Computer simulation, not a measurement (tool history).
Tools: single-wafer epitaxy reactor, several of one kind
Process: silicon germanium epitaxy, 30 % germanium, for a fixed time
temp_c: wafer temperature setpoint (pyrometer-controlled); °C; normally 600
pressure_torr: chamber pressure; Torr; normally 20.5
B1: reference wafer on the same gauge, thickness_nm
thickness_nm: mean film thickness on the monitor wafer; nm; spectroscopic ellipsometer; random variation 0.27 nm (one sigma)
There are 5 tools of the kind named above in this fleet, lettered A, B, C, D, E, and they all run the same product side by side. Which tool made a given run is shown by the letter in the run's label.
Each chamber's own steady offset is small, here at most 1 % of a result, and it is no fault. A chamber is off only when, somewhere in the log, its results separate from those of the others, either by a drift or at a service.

Run 1C, hour 2.7: usual settings; B1 54.742. Result: thickness_nm 59.588 nm.
Run 2A, hour 6.4: usual settings; B1 54.714. Result: thickness_nm 60.195 nm.
Run 3D, hour 10.8: usual settings; B1 54.774. Result: thickness_nm 59.688 nm.
Run 4B, hour 14.3: usual settings; B1 54.682. Result: thickness_nm 59.888 nm.
Run 5E, hour 19.6: usual settings; B1 54.655. Result: thickness_nm 59.983 nm.
Run 6C, hour 22.8: usual settings; B1 54.710. Result: thickness_nm 59.445 nm.
Run 7A, hour 27.8: usual settings; B1 54.755. Result: thickness_nm 60.232 nm.
Run 8B, hour 30.8: usual settings; B1 54.725. Result: thickness_nm 60.061 nm.
Run 9E, hour 34.4: usual settings; B1 54.676. Result: thickness_nm 59.967 nm.
Run 10D, hour 39.8: usual settings but pressure_torr 16.4 Torr; B1 54.750. Result: thickness_nm 54.111 nm.
Run 11D, hour 43.4: usual settings but pressure_torr 16.4 Torr; B1 54.722. Result: thickness_nm 54.618 nm.
Run 12E, hour 46.2: usual settings but pressure_torr 16.4 Torr; B1 54.670. Result: thickness_nm 54.715 nm.
Run 13C, hour 49.6: usual settings but pressure_torr 16.4 Torr; B1 54.668. Result: thickness_nm 54.766 nm.
Run 14B, hour 52.7: usual settings but pressure_torr 16.4 Torr; B1 54.756. Result: thickness_nm 54.729 nm.
Run 15A, hour 55.8: usual settings; B1 54.687. Result: thickness_nm 59.154 nm.
Run 16E, hour 59.9: usual settings; B1 54.686. Result: thickness_nm 59.870 nm.
Run 17A, hour 62.7: usual settings; B1 54.651. Result: thickness_nm 60.253 nm.
Run 18D, hour 65.2: usual settings; B1 54.738. Result: thickness_nm 59.108 nm.
Run 19B, hour 69.8: usual settings; B1 54.673. Result: thickness_nm 59.629 nm.
Run 20C, hour 72.2: usual settings; B1 54.708. Result: thickness_nm 59.349 nm.
Run 21D, hour 74.8: usual settings but temp_c 588 °C, pressure_torr 22.5 Torr; B1 54.719. Result: thickness_nm 49.075 nm.
Run 22C, hour 78.3: usual settings but temp_c 588 °C, pressure_torr 22.5 Torr; B1 54.665. Result: thickness_nm 49.735 nm.
Run 23E, hour 83.3: usual settings but temp_c 588 °C, pressure_torr 22.5 Torr; B1 54.715. Result: thickness_nm 50.337 nm.
Run 24B, hour 86.1: usual settings but temp_c 588 °C, pressure_torr 22.5 Torr; B1 54.648. Result: thickness_nm 50.275 nm.
Run 25A, hour 90.1: usual settings but temp_c 588 °C, pressure_torr 22.5 Torr; B1 54.738. Result: thickness_nm 50.038 nm.
Run 26B, hour 92.5: usual settings; B1 54.681. Result: thickness_nm 59.980 nm.
Run 27D, hour 96.4: usual settings; B1 54.639. Result: thickness_nm 59.491 nm.
At hour 96.8: chamber B: pyrometer calibrated.
Run 28A, hour 99.5: usual settings; B1 54.700. Result: thickness_nm 59.947 nm.
Run 29C, hour 104.3: usual settings; B1 54.748. Result: thickness_nm 59.723 nm.
Run 30E, hour 109.4: usual settings; B1 54.722. Result: thickness_nm 59.639 nm.
Run 31A, hour 112.2: usual settings; B1 54.708. Result: thickness_nm 60.324 nm.
Run 32D, hour 116.9: usual settings; B1 54.771. Result: thickness_nm 59.355 nm.
Run 33B, hour 119.9: usual settings; B1 54.656. Result: thickness_nm 57.745 nm.
Run 34C, hour 124.0: usual settings; B1 54.673. Result: thickness_nm 59.585 nm.
Run 35E, hour 128.4: usual settings; B1 54.690. Result: thickness_nm 59.773 nm.
Run 36B, hour 133.3: usual settings; B1 54.699. Result: thickness_nm 58.247 nm.
Run 37E, hour 136.3: usual settings; B1 54.699. Result: thickness_nm 60.730 nm.
Run 38A, hour 139.3: usual settings; B1 54.694. Result: thickness_nm 59.912 nm.
Run 39D, hour 141.9: usual settings; B1 54.640. Result: thickness_nm 59.764 nm.
Run 40C, hour 145.7: usual settings but pressure_torr 17.1 Torr; B1 54.696. Result: thickness_nm 55.581 nm.
Run 41A, hour 150.6: usual settings but pressure_torr 17.1 Torr; B1 54.681. Result: thickness_nm 55.867 nm.
Run 42D, hour 153.6: usual settings but pressure_torr 17.1 Torr; B1 54.682. Result: thickness_nm 55.333 nm.
Run 43C, hour 157.3: usual settings but pressure_torr 17.1 Torr; B1 54.707. Result: thickness_nm 55.556 nm.

All chambers now run identical settings, listed one chamber a line with results as question marks. What results will each chamber show?
Run 44A, hour 161.1: usual settings. Result: thickness_nm ?.
Run 44B, hour 161.1: usual settings. Result: thickness_nm ?.
Run 44C, hour 161.1: usual settings. Result: thickness_nm ?.
Run 44D, hour 161.1: usual settings. Result: thickness_nm ?.
Run 44E, hour 161.1: usual settings. Result: thickness_nm ?.

run  thickness_nm
44A        60.475
44B        57.984
44C        59.865
44D        59.570
44E        60.202
